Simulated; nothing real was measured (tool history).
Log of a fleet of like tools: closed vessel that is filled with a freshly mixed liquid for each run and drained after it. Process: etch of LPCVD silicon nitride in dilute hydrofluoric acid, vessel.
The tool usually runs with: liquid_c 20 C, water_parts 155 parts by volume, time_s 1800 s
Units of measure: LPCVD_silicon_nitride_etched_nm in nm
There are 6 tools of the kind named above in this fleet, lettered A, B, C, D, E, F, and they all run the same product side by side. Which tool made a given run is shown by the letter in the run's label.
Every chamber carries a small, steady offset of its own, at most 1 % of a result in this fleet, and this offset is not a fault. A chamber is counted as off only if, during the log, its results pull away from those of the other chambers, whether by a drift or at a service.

run,hour,liquid_c,water_parts,time_s,hours since the thermometer was replaced,hours since the hydrofluoric acid flow meter was replaced,"read-back film thickness of the LPCVD silicon nitride reference wafer, read on the same gauge (nm)",LPCVD_silicon_nitride_etched_nm
1C,6.7,20,155,1800,448.5,753.8,140.03,4.0015
2A,16.3,20,155,1800,78.2,1328.4,140.03,3.9929
3F,26.2,20,155,1800,71.8,104.5,140.03,4.0409
4B,34.2,20,155,1800,592.2,984.6,140.02,3.9668
5D,43.1,20,155,1800,924,224.6,139.99,3.9566
6E,48.4,20,155,1800,514.8,1610.1,139.98,3.9958
7A,57.1,20,155,1800,119,1369.2,140.04,3.9717
8C,65.3,20,155,1800,507.1,812.4,140,3.9602
9B,71.2,20,155,1800,629.2,1021.6,140.02,3.8997
10D,76.7,20,155,1800,957.6,258.2,140.01,3.975
11F,81.5,20,155,1800,127.1,159.8,140,3.9337
12E,86,20,155,1800,552.4,1647.7,140.03,3.9275
13F,93.7,20,155,1800,139.3,172,140,3.9415
# hour 100.9: chamber E: hydrofluoric acid flow meter replaced
14B,102.1,20,155,1800,660.1,1052.5,140,4.0546
15E,109.8,20,155,1800,576.2,9,139.95,3.9381
16C,115.1,20,155,1800,556.9,862.2,139.99,4.0716
17D,124.7,20,155,1800,1005.6,306.2,140.01,4.1247
18A,129.3,20,155,1800,191.2,1441.4,139.99,4.0398
19A,134.7,20,155,1800,196.6,1446.8,140,3.8968
20E,139.3,20,155,1800,605.7,38.5,140,3.9162
21B,148.4,20,155,1800,706.4,1098.8,140.02,3.9674
22C,158.6,20,155,1800,600.4,905.7,140.01,4.0017
23D,166.3,20,155,1800,1047.2,347.8,139.99,4.187
24F,173.8,20,155,1800,219.4,252.1,139.99,3.8828
25B,181.7,20,155,1800,739.7,1132.1,140.02,4.0035
26E,187.8,20,155,1800,654.2,87,140.04,4.004
27F,198.2,20,155,1800,243.8,276.5,139.98,3.9095
28A,202.8,20,155,1800,264.7,1514.9,140.01,4.0628
# hour 203.4: chamber A: hydrofluoric acid flow meter replaced
29C,212.9,24,155,1800,654.7,960,140.02,5.2254
30D,223.1,24,155,1800,1104,404.6,139.99,5.6418
31E,232.7,24,155,1800,699.1,131.9,140.01,5.1419
32D,239.1,24,155,1800,1120,420.6,140.01,5.7228
33F,244.7,24,155,1800,290.3,323,139.97,5.1574
34A,251,24,155,1800,312.9,47.6,140.01,5.3141
35C,257.2,20,155,1800,699,1004.3,139.99,3.9374
36B,264.1,20,155,1800,822.1,1214.5,140,4.0091

For the next run the whole fleet of 6 chambers uses the same settings. Give each chamber's results:
37A,271.5,20,155,2595,,,,?
37B,271.5,20,155,2595,,,,?
37C,271.5,20,155,2595,,,,?
37D,271.5,20,155,2595,,,,?
37E,271.5,20,155,2595,,,,?
37F,271.5,20,155,2595,,,,?

run,LPCVD_silicon_nitride_etched_nm
37A,5.7862
37B,5.7193
37C,5.7033
37D,6.4921
37E,5.6782
37F,5.6669
